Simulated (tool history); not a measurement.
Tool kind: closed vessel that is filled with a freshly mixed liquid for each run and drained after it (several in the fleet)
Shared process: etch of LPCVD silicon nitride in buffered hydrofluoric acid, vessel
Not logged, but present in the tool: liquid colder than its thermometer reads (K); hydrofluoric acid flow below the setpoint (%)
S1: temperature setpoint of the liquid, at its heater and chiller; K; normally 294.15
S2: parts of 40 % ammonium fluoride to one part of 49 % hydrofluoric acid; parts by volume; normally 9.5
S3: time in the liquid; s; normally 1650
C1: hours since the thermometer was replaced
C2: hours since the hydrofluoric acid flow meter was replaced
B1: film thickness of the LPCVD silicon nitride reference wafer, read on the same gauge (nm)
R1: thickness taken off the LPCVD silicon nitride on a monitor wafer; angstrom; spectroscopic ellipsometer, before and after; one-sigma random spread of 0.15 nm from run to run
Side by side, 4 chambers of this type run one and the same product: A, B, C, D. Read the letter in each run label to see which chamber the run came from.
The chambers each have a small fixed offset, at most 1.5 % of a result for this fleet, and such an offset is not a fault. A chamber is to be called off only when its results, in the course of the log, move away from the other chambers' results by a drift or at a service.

run 1A day=0.275 | S1=294.15 S2=9.5 S3=1650 | C1=836.3 C2=225.7 | B1=99.991 | R1=186.560
run 2B day=0.654 | S1=294.15 S2=9.5 S3=1650 | C1=521.1 C2=162.2 | B1=99.982 | R1=180.500
run 3D day=1.050 | S1=294.15 S2=9.5 S3=1650 | C1=1313.5 C2=739.8 | B1=100.000 | R1=180.900
run 4C day=1.462 | S1=294.15 S2=9.5 S3=1650 | C1=571.1 C2=340.5 | B1=99.994 | R1=180.660
run 5C day=1.867 | S1=294.15 S2=9.5 S3=1650 | C1=580.8 C2=350.2 | B1=99.983 | R1=182.870
run 6D day=2.133 | S1=294.15 S2=9.5 S3=1650 | C1=1339.5 C2=765.8 | B1=99.992 | R1=177.510
run 7A day=2.425 | S1=294.15 S2=9.5 S3=1650 | C1=887.9 C2=277.3 | B1=99.970 | R1=184.040
run 8B day=2.762 | S1=294.15 S2=9.5 S3=1650 | C1=571.7 C2=212.8 | B1=100.010 | R1=181.780
-- day=3.121 chamber D: hydrofluoric acid flow meter replaced
run 9A day=3.179 | S1=294.15 S2=9.5 S3=1650 | C1=906.0 C2=295.4 | B1=100.040 | R1=184.590
run 10B day=3.633 | S1=294.15 S2=9.5 S3=1650 | C1=592.6 C2=233.7 | B1=99.943 | R1=181.520
run 11C day=3.946 | S1=294.15 S2=9.5 S3=1650 | C1=630.7 C2=400.1 | B1=100.010 | R1=180.970
run 12D day=4.375 | S1=294.15 S2=9.5 S3=1650 | C1=1393.3 C2=30.1 | B1=100.050 | R1=176.330
run 13C day=4.796 | S1=294.15 S2=9.5 S3=1650 | C1=651.1 C2=420.5 | B1=100.000 | R1=177.860
run 14D day=5.138 | S1=297.15 S2=9.5 S3=2310 | C1=1411.6 C2=48.4 | B1=100.010 | R1=296.050
run 15A day=5.396 | S1=297.15 S2=9.5 S3=2310 | C1=959.2 C2=348.6 | B1=100.040 | R1=300.480
run 16B day=5.821 | S1=297.15 S2=9.5 S3=2310 | C1=645.1 C2=286.2 | B1=100.060 | R1=300.520
run 17B day=6.312 | S1=297.15 S2=9.5 S3=2310 | C1=656.9 C2=298.0 | B1=100.060 | R1=302.230
run 18C day=6.550 | S1=294.15 S2=9.5 S3=980 | C1=693.2 C2=462.6 | B1=100.040 | R1=105.070
run 19A day=6.867 | S1=294.15 S2=9.5 S3=980 | C1=994.5 C2=383.9 | B1=100.040 | R1=106.710
run 20D day=7.238 | S1=294.15 S2=9.5 S3=980 | C1=1462.0 C2=98.8 | B1=99.986 | R1=105.860
run 21A day=7.571 | S1=294.15 S2=9.5 S3=980 | C1=1011.4 C2=400.8 | B1=99.981 | R1=108.270
run 22D day=7.838 | S1=294.15 S2=9.5 S3=1650 | C1=1476.4 C2=113.2 | B1=99.995 | R1=180.450
run 23C day=8.079 | S1=294.15 S2=9.5 S3=1650 | C1=729.9 C2=499.3 | B1=99.976 | R1=173.810
-- day=8.196 chamber C: hydrofluoric acid flow meter replaced
run 24B day=8.550 | S1=294.15 S2=9.5 S3=1650 | C1=710.6 C2=351.7 | B1=100.010 | R1=183.280
-- day=8.592 chamber A: hydrofluoric acid flow meter replaced
run 25A day=8.967 | S1=294.15 S2=9.5 S3=1650 | C1=1044.9 C2=9.0 | B1=99.974 | R1=185.020
run 26D day=9.258 | S1=294.15 S2=9.5 S3=1650 | C1=1510.5 C2=147.3 | B1=99.983 | R1=179.900
run 27C day=9.733 | S1=294.15 S2=9.5 S3=1650 | C1=769.6 C2=37.0 | B1=99.996 | R1=173.040
run 28B day=10.167 | S1=294.15 S2=9.5 S3=1650 | C1=749.4 C2=390.5 | B1=99.995 | R1=184.400
run 29C day=10.658 | S1=294.15 S2=6.5 S3=2445 | C1=791.8 C2=59.2 | B1=100.010 | R1=366.520
run 30B day=11.012 | S1=294.15 S2=6.5 S3=2445 | C1=769.7 C2=410.8 | B1=100.010 | R1=389.910
run 31D day=11.288 | S1=294.15 S2=6.5 S3=2445 | C1=1559.2 C2=196.0 | B1=99.996 | R1=380.110
run 32A day=11.562 | S1=294.15 S2=6.5 S3=2445 | C1=1107.2 C2=71.3 | B1=100.060 | R1=391.760

Which is it: a chamber that has drifted or been left off by a service, a gauge drift common to all chambers, or only each chamber's usual small offset? If a chamber is off, name it and its likeliest cause.

Little by little, chamber C moves away from the other chambers.
Cause: liquid colder than its thermometer reads (K) = 1.09.

Below are 4 candidate recipes for chamber C's next run, each the usual settings with a change, their results shown as question marks. Which of them brings C's results back in line with what the other chambers give on the usual settings?
In line here means within this much of the mean the other chambers give on the usual settings: R1 5.300 angstrom
run 33C-1 day=11.929 | S1=294.15 S2=9.5 S3=1550 | R1=?
run 33C-2 day=11.929 | S1=295.15 S2=9.5 S3=1650 | R1=?
run 33C-3 day=11.929 | S1=294.15 S2=11.0 S3=1650 | R1=?
run 33C-4 day=11.929 | S1=294.15 S2=9.5 S3=1840 | R1=?

Other chambers, usual settings, mean: R1 181.290 angstrom
run=33C-1 R1=159.680
run=33C-2 R1=179.540
run=33C-3 R1=150.270
run=33C-4 R1=189.550
33C-2 brings the chamber back in line.
